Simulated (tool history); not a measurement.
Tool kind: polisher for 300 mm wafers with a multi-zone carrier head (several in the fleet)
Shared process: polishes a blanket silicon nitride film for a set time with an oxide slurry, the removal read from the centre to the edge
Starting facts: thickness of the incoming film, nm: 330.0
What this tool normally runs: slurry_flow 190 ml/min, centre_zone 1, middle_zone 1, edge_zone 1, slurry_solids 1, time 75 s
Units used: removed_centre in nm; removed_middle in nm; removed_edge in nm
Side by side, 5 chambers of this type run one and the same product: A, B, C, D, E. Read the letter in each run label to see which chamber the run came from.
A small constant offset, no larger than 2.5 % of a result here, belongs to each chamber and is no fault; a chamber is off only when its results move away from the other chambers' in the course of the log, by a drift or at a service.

| run | hour | slurry_flow | centre_zone | middle_zone | edge_zone | slurry_solids | time | removed_centre | removed_middle | removed_edge |
|---|---|---|---|---|---|---|---|---|---|---|
| 1B | 4.4 | 190 | 1 | 1 | 1 | 1 | 75 | 51.168 | 52.019 | 51.219 |
| 2C | 8.8 | 190 | 1 | 1 | 1 | 1 | 75 | 52.541 | 50.63 | 50.727 |
| 3D | 12.9 | 190 | 1 | 1 | 1 | 1 | 75 | 51.336 | 52.046 | 51.813 |
|  | 15.1 | chamber E: worn pad replaced by a new one |
| 4A | 15.6 | 190 | 1 | 1 | 1 | 1 | 75 | 52.017 | 51.623 | 51.508 |
| 5E | 20.1 | 190 | 1 | 1 | 1 | 1 | 75 | 51.161 | 50.794 | 52.079 |
| 6D | 24.6 | 190 | 1 | 1 | 1 | 1 | 75 | 51.88 | 51.582 | 50.998 |
| 7B | 28.6 | 190 | 1 | 1 | 1 | 1 | 75 | 51.644 | 51.667 | 51.923 |
| 8E | 32.8 | 190 | 1 | 1 | 1 | 0.9 | 75 | 49.752 | 49.155 | 48.547 |
|  | 34.4 | chamber A: worn pad replaced by a new one |
| 9C | 37 | 190 | 1 | 1 | 1 | 0.9 | 75 | 50.08 | 49.97 | 48.504 |
| 10A | 40.3 | 190 | 1 | 1 | 1 | 0.9 | 75 | 48.255 | 49.704 | 49.111 |
| 11D | 44.1 | 190 | 1 | 1 | 1 | 0.9 | 75 | 47.985 | 49.03 | 49.064 |
| 12A | 48.6 | 190 | 1 | 1 | 1 | 0.9 | 75 | 48.584 | 48.872 | 48.882 |
|  | 51.8 | chamber C: worn pad replaced by a new one |
| 13C | 51.9 | 190 | 1 | 1 | 1 | 1 | 75 | 52.109 | 51.721 | 52.566 |
|  | 52 | chamber A: slurry nozzle cleaned |
| 14B | 54.4 | 190 | 1 | 1 | 1 | 1 | 75 | 53.449 | 51.808 | 50.382 |
| 15E | 57.7 | 235 | 1 | 1 | 1 | 1.1 | 75 | 55.89 | 55.532 | 54.017 |
| 16D | 60.6 | 235 | 1 | 1 | 1 | 1.1 | 75 | 56.836 | 55.375 | 55.365 |
|  | 61.3 | chamber E: worn pad replaced by a new one |
| 17A | 64.1 | 235 | 1 | 1 | 1 | 1.1 | 75 | 54.552 | 55.093 | 55.466 |
| 18B | 66.9 | 235 | 1 | 1 | 1 | 1.1 | 75 | 57.141 | 54.508 | 54.348 |
|  | 68.6 | chamber D: worn pad replaced by a new one |
| 19E | 70.5 | 235 | 1 | 1 | 1 | 1.1 | 75 | 56.669 | 55.448 | 55.193 |
|  | 70.8 | chamber B: worn pad replaced by a new one |
| 20C | 74.5 | 190 | 1 | 0.89 | 1.06 | 1 | 75 | 50.912 | 45.892 | 54.223 |
| 21A | 77 | 190 | 1 | 0.89 | 1.06 | 1 | 75 | 51.284 | 45.603 | 52.51 |
| 22C | 80.8 | 190 | 1 | 0.89 | 1.06 | 1 | 75 | 51.992 | 46.481 | 53.031 |
| 23B | 84.5 | 190 | 1 | 0.89 | 1.06 | 1 | 75 | 52.407 | 46.353 | 52.426 |
| 24D | 89.2 | 190 | 1 | 0.89 | 1.06 | 1 | 75 | 50.964 | 46.113 | 53.509 |
| 25E | 93.4 | 165 | 1 | 1 | 1 | 1 | 75 | 50.359 | 49.866 | 51.207 |
| 26E | 96.2 | 165 | 1 | 1 | 1 | 1 | 75 | 50.388 | 50.513 | 51.292 |
|  | 100.4 | chamber B: slurry nozzle cleaned |
| 27A | 100.9 | 165 | 1 | 1 | 1 | 1 | 75 | 50.596 | 50.237 | 49.984 |
| 28C | 106.2 | 165 | 1 | 1 | 1 | 1 | 75 | 50.152 | 50.099 | 50.59 |
|  | 108.1 | chamber E: worn pad replaced by a new one |
| 29D | 110.2 | 165 | 1 | 1 | 1 | 1 | 75 | 49.764 | 51.011 | 50.363 |
|  | 112.5 | chamber A: worn pad replaced by a new one |
| 30B | 114.8 | 190 | 0.95 | 1 | 1 | 1 | 75 | 50.449 | 51.673 | 51.816 |
| 31A | 117.9 | 190 | 0.95 | 1 | 1 | 1 | 75 | 49.785 | 51.545 | 52.44 |
|  | 120.6 | chamber C: centre zone pressure recalibrated |
| 32C | 121.5 | 190 | 0.95 | 1 | 1 | 1 | 75 | 48.729 | 51.79 | 51.583 |
| 33D | 125.2 | 190 | 0.95 | 1 | 1 | 1 | 75 | 49.725 | 51.781 | 52.04 |
| 34E | 129.3 | 190 | 0.95 | 1 | 1 | 1 | 75 | 48.874 | 50.656 | 51.537 |
| 35B | 133.2 | 190 | 1 | 1 | 1 | 1 | 75 | 52.184 | 50.422 | 51.058 |
| 36E | 137.4 | 190 | 1 | 1 | 1 | 1 | 75 | 52.644 | 50.448 | 51.335 |
| 37B | 139.8 | 190 | 1 | 1 | 1 | 1 | 75 | 52.415 | 51.698 | 51.699 |
|  | 143.1 | chamber C: worn pad replaced by a new one |
| 38A | 143.2 | 190 | 1 | 1 | 1 | 1 | 75 | 52.382 | 51.583 | 52.475 |
| 39C | 146.6 | 190 | 1 | 1 | 1 | 1 | 75 | 52.034 | 51.428 | 52.475 |
| 40D | 151.3 | 145 | 1 | 1 | 1 | 1 | 75 | 48.691 | 49.428 | 50.257 |
| 41A | 155 | 145 | 1 | 1 | 1 | 1 | 75 | 47.339 | 49.462 | 48.589 |

Predict what each chamber gives when all 5 of them run the settings below next.
| 42A | 158.9 | 190 | 1 | 1 | 1 | 1 | 75 | ? | ? | ? |
| 42B | 158.9 | 190 | 1 | 1 | 1 | 1 | 75 | ? | ? | ? |
| 42C | 158.9 | 190 | 1 | 1 | 1 | 1 | 75 | ? | ? | ? |
| 42D | 158.9 | 190 | 1 | 1 | 1 | 1 | 75 | ? | ? | ? |
| 42E | 158.9 | 190 | 1 | 1 | 1 | 1 | 75 | ? | ? | ? |

| run | removed_centre | removed_middle | removed_edge |
|---|---|---|---|
| 42A | 52.617 | 51.683 | 51.354 |
| 42B | 53.232 | 50.832 | 52.661 |
| 42C | 51.635 | 51.112 | 51.62 |
| 42D | 51.871 | 52.166 | 52.588 |
| 42E | 53.211 | 51.356 | 50.906 |

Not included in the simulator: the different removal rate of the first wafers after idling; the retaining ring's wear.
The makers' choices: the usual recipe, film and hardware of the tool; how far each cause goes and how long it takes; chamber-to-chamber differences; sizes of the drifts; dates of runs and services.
